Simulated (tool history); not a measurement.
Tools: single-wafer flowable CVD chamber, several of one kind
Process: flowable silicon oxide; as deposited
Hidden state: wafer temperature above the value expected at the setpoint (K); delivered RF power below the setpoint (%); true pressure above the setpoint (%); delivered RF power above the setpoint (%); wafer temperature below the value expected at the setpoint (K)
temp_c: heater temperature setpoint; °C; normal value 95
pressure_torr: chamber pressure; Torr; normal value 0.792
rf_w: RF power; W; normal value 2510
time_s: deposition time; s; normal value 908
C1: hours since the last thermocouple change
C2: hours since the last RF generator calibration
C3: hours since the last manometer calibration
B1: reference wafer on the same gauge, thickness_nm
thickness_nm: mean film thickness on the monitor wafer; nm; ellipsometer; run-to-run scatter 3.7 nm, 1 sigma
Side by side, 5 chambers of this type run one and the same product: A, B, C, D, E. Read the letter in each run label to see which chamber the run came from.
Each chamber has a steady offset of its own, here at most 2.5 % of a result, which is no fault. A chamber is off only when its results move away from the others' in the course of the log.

run 1D day=0.208 | temp_c=95 pressure_torr=0.792 rf_w=2510 time_s=908 | C1=1190.5 C2=925.1 C3=2327.5 | B1=591.91 | thickness_nm=667.7
run 2B day=0.35 | temp_c=95 pressure_torr=0.792 rf_w=2510 time_s=908 | C1=297.6 C2=2046.4 C3=494.8 | B1=593.09 | thickness_nm=673.67
run 3E day=0.5 | temp_c=95 pressure_torr=0.792 rf_w=2510 time_s=908 | C1=249.9 C2=859.9 C3=2375.4 | B1=593.69 | thickness_nm=674.24
run 4C day=0.754 | temp_c=95 pressure_torr=0.792 rf_w=2510 time_s=908 | C1=745.1 C2=636.4 C3=722.1 | B1=592.39 | thickness_nm=647.72
run 5A day=0.988 | temp_c=95 pressure_torr=0.792 rf_w=2510 time_s=908 | C1=835.1 C2=164.5 C3=536.5 | B1=593.43 | thickness_nm=673.98
run 6A day=1.162 | temp_c=95 pressure_torr=0.792 rf_w=2510 time_s=908 | C1=839.3 C2=168.7 C3=540.7 | B1=593.2 | thickness_nm=669.26
run 7C day=1.371 | temp_c=95 pressure_torr=0.792 rf_w=2510 time_s=908 | C1=759.9 C2=651.2 C3=736.9 | B1=593.79 | thickness_nm=654.3
run 8B day=1.517 | temp_c=95 pressure_torr=0.792 rf_w=2510 time_s=908 | C1=325.6 C2=2074.4 C3=522.8 | B1=592.96 | thickness_nm=669.53
run 9D day=1.683 | temp_c=95 pressure_torr=0.792 rf_w=2510 time_s=908 | C1=1225.9 C2=960.5 C3=2362.9 | B1=593.15 | thickness_nm=672.84
run 10E day=1.946 | temp_c=95 pressure_torr=0.792 rf_w=2510 time_s=908 | C1=284.6 C2=894.6 C3=2410.1 | B1=592.43 | thickness_nm=673.72
-- day=2.096 chamber B: RF generator calibrated
run 11D day=2.129 | temp_c=95 pressure_torr=0.792 rf_w=2510 time_s=908 | C1=1236.6 C2=971.2 C3=2373.6 | B1=594.09 | thickness_nm=667.2
run 12E day=2.275 | temp_c=95 pressure_torr=0.792 rf_w=2510 time_s=908 | C1=292.5 C2=902.5 C3=2418 | B1=593.38 | thickness_nm=667.39
run 13A day=2.412 | temp_c=95 pressure_torr=0.792 rf_w=2510 time_s=908 | C1=869.3 C2=198.7 C3=570.7 | B1=592.45 | thickness_nm=660.26
run 14C day=2.592 | temp_c=95 pressure_torr=0.792 rf_w=2510 time_s=908 | C1=789.2 C2=680.5 C3=766.2 | B1=593.1 | thickness_nm=650.24
run 15B day=2.729 | temp_c=95 pressure_torr=0.792 rf_w=2510 time_s=908 | C1=354.7 C2=15.2 C3=551.9 | B1=593.37 | thickness_nm=660.5
run 16B day=2.992 | temp_c=90 pressure_torr=0.792 rf_w=2510 time_s=776 | C1=361 C2=21.5 C3=558.2 | B1=592.91 | thickness_nm=667.01
run 17D day=3.179 | temp_c=90 pressure_torr=0.792 rf_w=2510 time_s=776 | C1=1261.8 C2=996.4 C3=2398.8 | B1=593.1 | thickness_nm=672.15
run 18C day=3.383 | temp_c=90 pressure_torr=0.792 rf_w=2510 time_s=776 | C1=808.2 C2=699.5 C3=785.2 | B1=592.24 | thickness_nm=663.23
run 19A day=3.617 | temp_c=90 pressure_torr=0.792 rf_w=2510 time_s=776 | C1=898.2 C2=227.6 C3=599.6 | B1=592.08 | thickness_nm=674.44
run 20E day=3.883 | temp_c=90 pressure_torr=0.792 rf_w=2510 time_s=776 | C1=331.1 C2=941.1 C3=2456.6 | B1=592.55 | thickness_nm=683.02
run 21C day=4.154 | temp_c=95 pressure_torr=0.792 rf_w=2510 time_s=908 | C1=826.7 C2=718 C3=803.7 | B1=593.76 | thickness_nm=644.29
run 22E day=4.342 | temp_c=95 pressure_torr=0.792 rf_w=2290 time_s=1050 | C1=342.1 C2=952.1 C3=2467.6 | B1=592.93 | thickness_nm=765.57
run 23B day=4.538 | temp_c=95 pressure_torr=0.792 rf_w=2290 time_s=1050 | C1=398.1 C2=58.6 C3=595.3 | B1=592.82 | thickness_nm=749.96
run 24A day=4.738 | temp_c=95 pressure_torr=0.792 rf_w=2290 time_s=1050 | C1=925.1 C2=254.5 C3=626.5 | B1=592.74 | thickness_nm=765.98
run 25D day=4.962 | temp_c=95 pressure_torr=0.792 rf_w=2290 time_s=1050 | C1=1304.6 C2=1039.2 C3=2441.6 | B1=593.85 | thickness_nm=763.93
run 26C day=5.1 | temp_c=95 pressure_torr=0.792 rf_w=2290 time_s=1050 | C1=849.4 C2=740.7 C3=826.4 | B1=593.58 | thickness_nm=742.9
run 27D day=5.258 | temp_c=85 pressure_torr=0.792 rf_w=2510 time_s=908 | C1=1311.7 C2=1046.3 C3=2448.7 | B1=592.94 | thickness_nm=913.45
run 28A day=5.496 | temp_c=85 pressure_torr=0.792 rf_w=2510 time_s=908 | C1=943.3 C2=272.7 C3=644.7 | B1=593.47 | thickness_nm=918.6
run 29E day=5.746 | temp_c=85 pressure_torr=0.792 rf_w=2510 time_s=908 | C1=375.8 C2=985.8 C3=2501.3 | B1=592.82 | thickness_nm=912.46
run 30B day=6.017 | temp_c=85 pressure_torr=0.792 rf_w=2510 time_s=908 | C1=433.6 C2=94.1 C3=630.8 | B1=593.65 | thickness_nm=894.98
run 31D day=6.271 | temp_c=85 pressure_torr=0.792 rf_w=2510 time_s=908 | C1=1336 C2=1070.6 C3=2473 | B1=593.32 | thickness_nm=912.76
run 32E day=6.512 | temp_c=95 pressure_torr=0.792 rf_w=2510 time_s=908 | C1=394.2 C2=1004.2 C3=2519.7 | B1=592.34 | thickness_nm=678.02
run 33C day=6.779 | temp_c=95 pressure_torr=0.792 rf_w=2510 time_s=908 | C1=889.7 C2=781 C3=866.7 | B1=593.32 | thickness_nm=652.7
run 34A day=6.921 | temp_c=95 pressure_torr=0.792 rf_w=2510 time_s=908 | C1=977.5 C2=306.9 C3=678.9 | B1=592.66 | thickness_nm=668.68
run 35B day=7.112 | temp_c=95 pressure_torr=0.792 rf_w=2510 time_s=908 | C1=459.9 C2=120.4 C3=657.1 | B1=592.87 | thickness_nm=635.96
run 36E day=7.379 | temp_c=95 pressure_torr=0.792 rf_w=2510 time_s=908 | C1=415 C2=1025 C3=2540.5 | B1=593.92 | thickness_nm=672.3

Does one chamber stand apart from the rest, does the shared gauge drift, or is all well apart from small per-chamber offsets? Give the chamber and the most likely cause, where there is one.

Chamber B drifts away from the others.
Cause: wafer temperature above the value expected at the setpoint (K) = 1.74.
With only this log, it may be confused with: true pressure below the setpoint (%).

Here are 4 candidates for chamber B's next run, each the usual settings with a change, their results left as question marks. Which one brings its results back in line with what the others give on the usual settings?
In line means no further than this from the other chambers' mean on the usual settings: thickness_nm 13 nm
run 37B-1 day=7.575 | temp_c=95 pressure_torr=0.813 rf_w=2510 time_s=920 | thickness_nm=?
run 37B-2 day=7.575 | temp_c=95 pressure_torr=0.787 rf_w=2510 time_s=905 | thickness_nm=?
run 37B-3 day=7.575 | temp_c=95 pressure_torr=0.792 rf_w=2715 time_s=908 | thickness_nm=?
run 37B-4 day=7.575 | temp_c=95 pressure_torr=0.771 rf_w=2505 time_s=896 | thickness_nm=?

On the usual settings, the other chambers give on average: thickness_nm 665.46 nm
run=37B-1 thickness_nm=664.49
run=37B-2 thickness_nm=627.18
run=37B-3 thickness_nm=640.33
run=37B-4 thickness_nm=604.5
37B-1 puts the chamber back in line with the other chambers.
